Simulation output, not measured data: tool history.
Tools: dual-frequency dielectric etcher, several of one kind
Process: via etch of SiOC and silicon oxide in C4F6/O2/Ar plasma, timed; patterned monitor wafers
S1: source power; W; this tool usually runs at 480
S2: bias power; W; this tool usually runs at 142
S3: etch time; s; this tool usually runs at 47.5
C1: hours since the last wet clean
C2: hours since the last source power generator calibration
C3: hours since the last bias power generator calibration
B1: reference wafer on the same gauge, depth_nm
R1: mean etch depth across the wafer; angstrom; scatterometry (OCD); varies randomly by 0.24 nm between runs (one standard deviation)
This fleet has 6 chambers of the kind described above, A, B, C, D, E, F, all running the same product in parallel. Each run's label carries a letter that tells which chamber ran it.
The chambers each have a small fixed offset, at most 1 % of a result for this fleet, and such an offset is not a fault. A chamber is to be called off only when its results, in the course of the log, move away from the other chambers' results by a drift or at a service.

run	day	S1	S2	S3	C1	C2	C3	B1	R1
# day 0.138: chamber A: wet clean of the chamber
1A	0.229	480	142	47.5	2.3	658.5	92.9	53.198	534.13
# day 0.308: chamber C: wet clean of the chamber
2F	0.604	480	142	47.5	224.9	1678.0	2686.6	53.230	537.99
3C	0.825	480	142	47.5	12.5	4635.8	1343.9	53.237	540.39
4D	1.125	480	142	47.5	247.6	1434.0	1858.9	53.185	540.93
5E	1.346	480	142	47.5	80.0	1575.9	1299.3	53.224	537.75
6B	1.546	480	142	47.5	328.4	2608.5	3703.2	53.183	534.32
7C	1.842	480	142	47.5	36.9	4660.2	1368.3	53.126	539.16
8E	2.096	480	142	47.5	98.0	1593.9	1317.3	53.199	539.59
9B	2.471	480	142	47.5	350.6	2630.7	3725.4	53.209	538.31
10F	2.700	480	142	47.5	275.2	1728.3	2736.9	53.107	539.38
11D	2.992	480	142	47.5	292.4	1478.8	1903.7	53.145	535.57
12A	3.279	480	142	47.5	75.5	731.7	166.1	53.211	538.15
13F	3.596	560	166	47.5	296.7	1749.8	2758.4	53.207	600.10
14C	3.788	560	166	47.5	83.6	4706.9	1415.0	53.245	595.43
15B	4.008	560	166	47.5	387.5	2667.6	3762.3	53.121	601.75
16E	4.192	560	166	47.5	148.3	1644.2	1367.6	53.144	601.64
17D	4.362	560	166	47.5	325.3	1511.7	1936.6	53.214	600.14
18A	4.642	560	166	47.5	108.2	764.4	198.8	53.190	597.74
19B	4.892	480	142	47.5	408.7	2688.8	3783.5	53.160	541.70
20E	5.062	480	142	47.5	169.2	1665.1	1388.5	53.223	536.37
21A	5.371	480	142	47.5	125.7	781.9	216.3	53.233	535.62
22C	5.633	480	142	47.5	127.9	4751.2	1459.3	53.202	538.16
23D	5.854	480	142	47.5	361.1	1547.5	1972.4	53.238	542.88
24F	6.183	530	157	47.5	358.8	1811.9	2820.5	53.165	581.52
# day 6.338: chamber B: wet clean of the chamber
25B	6.521	530	157	47.5	4.4	2727.9	3822.6	53.209	570.36
26E	6.804	530	157	47.5	211.0	1706.9	1430.3	53.185	578.68
27C	7.025	530	157	47.5	161.3	4784.6	1492.7	53.210	577.40
28F	7.321	530	157	47.5	386.1	1839.2	2847.8	53.233	576.59
29A	7.667	530	157	47.5	180.8	837.0	271.4	53.203	575.16
30D	8.038	480	142	47.5	413.5	1599.9	2024.8	53.187	546.93
31D	8.258	480	142	47.5	418.8	1605.2	2030.1	53.179	545.85
32B	8.542	480	142	47.5	52.9	2776.4	3871.1	53.156	542.70
33F	8.729	480	142	47.5	419.9	1873.0	2881.6	53.259	540.00
34A	8.988	480	109	57.5	212.5	868.7	303.1	53.183	598.39
35C	9.254	480	109	57.5	214.8	4838.1	1546.2	53.185	604.52
36E	9.475	480	109	57.5	275.1	1771.0	1494.4	53.149	600.42
# day 9.542: chamber C: bias power generator calibrated
37E	9.742	480	109	57.5	281.5	1777.4	1500.8	53.195	598.96
38F	10.104	480	109	57.5	452.9	1906.0	2914.6	53.231	605.09
39C	10.292	480	109	57.5	239.7	4863.0	18.1	53.228	603.96
40B	10.471	480	142	34.0	99.2	2822.7	3917.4	53.258	385.47

All chambers now run identical settings, listed one chamber a line with results as question marks. What results will each chamber show?
41A	10.742	480	142	47.5					?
41B	10.742	480	142	47.5					?
41C	10.742	480	142	47.5					?
41D	10.742	480	142	47.5					?
41E	10.742	480	142	47.5					?
41F	10.742	480	142	47.5					?

run	R1
41A	542.38
41B	533.59
41C	539.32
41D	550.24
41E	539.82
41F	537.42
